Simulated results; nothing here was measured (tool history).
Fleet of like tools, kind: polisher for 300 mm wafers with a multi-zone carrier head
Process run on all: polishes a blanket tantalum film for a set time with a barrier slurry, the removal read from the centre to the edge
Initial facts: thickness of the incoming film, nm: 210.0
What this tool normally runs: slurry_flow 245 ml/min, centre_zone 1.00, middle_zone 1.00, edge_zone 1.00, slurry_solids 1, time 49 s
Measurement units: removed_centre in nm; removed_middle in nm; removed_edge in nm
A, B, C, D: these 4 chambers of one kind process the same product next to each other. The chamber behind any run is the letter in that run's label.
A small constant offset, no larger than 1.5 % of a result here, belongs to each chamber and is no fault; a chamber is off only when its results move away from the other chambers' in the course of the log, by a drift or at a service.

At hour 9.2: chamber C: slurry nozzle cleaned.
Run 1C, hour 14.6: usual settings. Result: removed_centre 60.078 nm, removed_middle 60.886 nm, removed_edge 60.429 nm.
Run 2B, hour 28.8: usual settings. Result: removed_centre 60.054 nm, removed_middle 61.119 nm, removed_edge 59.312 nm.
At hour 30.8: chamber B: slurry nozzle cleaned.
Run 3A, hour 40.6: usual settings. Result: removed_centre 61.617 nm, removed_middle 61.108 nm, removed_edge 61.294 nm.
Run 4D, hour 50.2: usual settings. Result: removed_centre 60.507 nm, removed_middle 60.567 nm, removed_edge 60.934 nm.
At hour 53.8: chamber A: worn pad replaced by a new one.
Run 5A, hour 57.9: usual settings. Result: removed_centre 61.620 nm, removed_middle 60.891 nm, removed_edge 61.031 nm.
At hour 62.1: chamber C: worn pad replaced by a new one.
At hour 65.5: chamber A: slurry nozzle cleaned.
Run 6B, hour 69.0: usual settings. Result: removed_centre 60.091 nm, removed_middle 61.625 nm, removed_edge 59.481 nm.
Run 7C, hour 77.3: usual settings. Result: removed_centre 59.753 nm, removed_middle 61.208 nm, removed_edge 60.447 nm.
Run 8D, hour 84.5: usual settings. Result: removed_centre 60.674 nm, removed_middle 61.425 nm, removed_edge 60.626 nm.
At hour 89.2: chamber B: worn pad replaced by a new one.
Run 9D, hour 93.1: usual settings. Result: removed_centre 60.249 nm, removed_middle 61.204 nm, removed_edge 59.877 nm.
Run 10C, hour 101.4: usual settings. Result: removed_centre 60.931 nm, removed_middle 60.534 nm, removed_edge 61.257 nm.
Run 11B, hour 116.2: usual settings. Result: removed_centre 61.219 nm, removed_middle 60.954 nm, removed_edge 60.650 nm.
At hour 126.3: chamber A: centre zone pressure recalibrated.
Run 12A, hour 132.3: usual settings but slurry_flow 315 ml/min, edge_zone 1.06. Result: removed_centre 62.545 nm, removed_middle 62.311 nm, removed_edge 63.694 nm.
At hour 134.1: chamber D: slurry nozzle cleaned.
At hour 137.3: chamber A: worn pad replaced by a new one.
Run 13D, hour 147.8: usual settings but slurry_flow 315 ml/min, edge_zone 1.06. Result: removed_centre 62.849 nm, removed_middle 62.000 nm, removed_edge 62.112 nm.
Run 14B, hour 163.1: usual settings but slurry_flow 315 ml/min, edge_zone 1.06. Result: removed_centre 63.924 nm, removed_middle 63.147 nm, removed_edge 63.541 nm.
At hour 165.8: chamber C: worn pad replaced by a new one.
Run 15A, hour 172.5: usual settings but slurry_flow 315 ml/min, edge_zone 1.06. Result: removed_centre 63.163 nm, removed_middle 63.062 nm, removed_edge 64.217 nm.
Run 16C, hour 180.5: usual settings but centre_zone 0.95, middle_zone 1.11. Result: removed_centre 56.874 nm, removed_middle 67.084 nm, removed_edge 61.329 nm.
Run 17D, hour 188.9: usual settings but centre_zone 0.95, middle_zone 1.11. Result: removed_centre 56.804 nm, removed_middle 65.764 nm, removed_edge 58.605 nm.
At hour 194.7: chamber B: worn pad replaced by a new one.
Run 18A, hour 202.0: usual settings but centre_zone 0.95, middle_zone 1.11. Result: removed_centre 58.274 nm, removed_middle 66.962 nm, removed_edge 60.089 nm.
Run 19C, hour 210.1: usual settings but centre_zone 0.95, middle_zone 1.11. Result: removed_centre 57.623 nm, removed_middle 67.686 nm, removed_edge 60.655 nm.
Run 20B, hour 224.5: usual settings. Result: removed_centre 60.727 nm, removed_middle 60.476 nm, removed_edge 60.482 nm.
Run 21D, hour 232.8: usual settings. Result: removed_centre 58.176 nm, removed_middle 58.766 nm, removed_edge 58.906 nm.
At hour 233.8: chamber A: worn pad replaced by a new one.
Run 22A, hour 246.3: usual settings. Result: removed_centre 61.156 nm, removed_middle 61.372 nm, removed_edge 62.113 nm.
Run 23B, hour 259.7: usual settings. Result: removed_centre 60.539 nm, removed_middle 60.577 nm, removed_edge 59.911 nm.
At hour 267.5: chamber C: worn pad replaced by a new one.
Run 24C, hour 274.7: usual settings but slurry_flow 170 ml/min, edge_zone 0.94. Result: removed_centre 58.223 nm, removed_middle 57.350 nm, removed_edge 55.590 nm.
Run 25C, hour 290.2: usual settings but slurry_flow 170 ml/min, edge_zone 0.94. Result: removed_centre 56.940 nm, removed_middle 57.476 nm, removed_edge 55.772 nm.
At hour 295.5: chamber D: centre zone pressure recalibrated.
At hour 301.7: chamber B: worn pad replaced by a new one.
Run 26B, hour 305.0: usual settings but slurry_flow 170 ml/min, edge_zone 0.94. Result: removed_centre 56.180 nm, removed_middle 56.891 nm, removed_edge 55.616 nm.
At hour 305.9: chamber C: slurry nozzle cleaned.
Run 27D, hour 313.4: usual settings but slurry_flow 170 ml/min, edge_zone 0.94. Result: removed_centre 53.521 nm, removed_middle 54.191 nm, removed_edge 52.731 nm.
Run 28A, hour 323.6: usual settings. Result: removed_centre 60.250 nm, removed_middle 60.252 nm, removed_edge 61.774 nm.
Run 29D, hour 339.2: usual settings. Result: removed_centre 56.059 nm, removed_middle 57.124 nm, removed_edge 56.720 nm.
At hour 342.6: chamber A: worn pad replaced by a new one.
At hour 349.4: chamber A: edge zone pressure recalibrated.
Run 30C, hour 353.5: usual settings but edge_zone 1.11, time 44 s. Result: removed_centre 54.204 nm, removed_middle 53.835 nm, removed_edge 57.197 nm.
At hour 368.9: chamber C: worn pad replaced by a new one.
Run 31B, hour 368.9: usual settings but edge_zone 1.11, time 44 s. Result: removed_centre 53.522 nm, removed_middle 54.512 nm, removed_edge 56.160 nm.
At hour 374.6: chamber D: edge zone pressure recalibrated.
Run 32A, hour 375.9: usual settings but edge_zone 1.11, time 44 s. Result: removed_centre 55.045 nm, removed_middle 55.009 nm, removed_edge 59.041 nm.
Run 33D, hour 383.1: usual settings but edge_zone 1.11, time 44 s. Result: removed_centre 49.731 nm, removed_middle 50.376 nm, removed_edge 52.454 nm.
Run 34A, hour 395.7: usual settings. Result: removed_centre 60.648 nm, removed_middle 60.994 nm, removed_edge 59.666 nm.
Run 35B, hour 402.8: usual settings. Result: removed_centre 61.228 nm, removed_middle 60.702 nm, removed_edge 59.507 nm.
At hour 405.9: chamber B: worn pad replaced by a new one.
Run 36C, hour 411.4: usual settings. Result: removed_centre 60.908 nm, removed_middle 60.540 nm, removed_edge 60.316 nm.
Run 37A, hour 422.8: usual settings. Result: removed_centre 62.041 nm, removed_middle 59.795 nm, removed_edge 60.825 nm.
Run 38C, hour 431.0: usual settings. Result: removed_centre 61.013 nm, removed_middle 60.503 nm, removed_edge 59.445 nm.
Run 39D, hour 440.7: usual settings. Result: removed_centre 54.501 nm, removed_middle 55.213 nm, removed_edge 54.854 nm.
Run 40B, hour 452.7: usual settings. Result: removed_centre 60.609 nm, removed_middle 61.027 nm, removed_edge 59.774 nm.
Run 41B, hour 465.7: usual settings. Result: removed_centre 61.838 nm, removed_middle 61.259 nm, removed_edge 59.702 nm.
At hour 471.3: chamber C: centre zone pressure recalibrated.
Run 42C, hour 474.0: usual settings. Result: removed_centre 61.012 nm, removed_middle 60.271 nm, removed_edge 59.559 nm.

Decide between three cases: one chamber stands off from its peers, the gauge reading all wafers drifts, or nothing is wrong past each chamber's small offset. Where a chamber is off, say which and what most likely put it there.

Chamber D drifts away from the others.
Cause: removal rate lost through wear of the pad, % = 11.2.

Here are 4 candidates for chamber D's next run, each the usual settings with a change, their results left as question marks. Which one brings its results back in line with what the others give on the usual settings?
In-line tolerance around the mean of the other chambers on the usual settings: removed_centre 2.600 nm; removed_middle 1.900 nm; removed_edge 2.000 nm
Run 43D-1, hour 485.5: usual settings but slurry_flow 250 ml/min, centre_zone 1.01, middle_zone 1.01, time 55 s. Result: removed_centre ?, removed_middle ?, removed_edge ?.
Run 43D-2, hour 485.5: usual settings but slurry_flow 240 ml/min, centre_zone 0.99, middle_zone 0.99, slurry_solids 0.95, time 41 s. Result: removed_centre ?, removed_middle ?, removed_edge ?.
Run 43D-3, hour 485.5: usual settings but slurry_flow 250 ml/min, centre_zone 1.01, middle_zone 1.01, slurry_solids 1.05, time 58 s. Result: removed_centre ?, removed_middle ?, removed_edge ?.
Run 43D-4, hour 485.5: usual settings but slurry_flow 240 ml/min, time 44 s. Result: removed_centre ?, removed_middle ?, removed_edge ?.

On the usual settings, the other chambers give on average: removed_centre 60.518 nm; removed_middle 60.595 nm; removed_edge 60.121 nm
  run  removed_centre  removed_middle  removed_edge
43D-1          61.657          61.525        60.374
43D-2          44.045          44.120        44.173
43D-3          65.925          65.784        64.553
43D-4          48.513          48.516        48.119
It is 43D-1 that realigns the chamber with its peers.
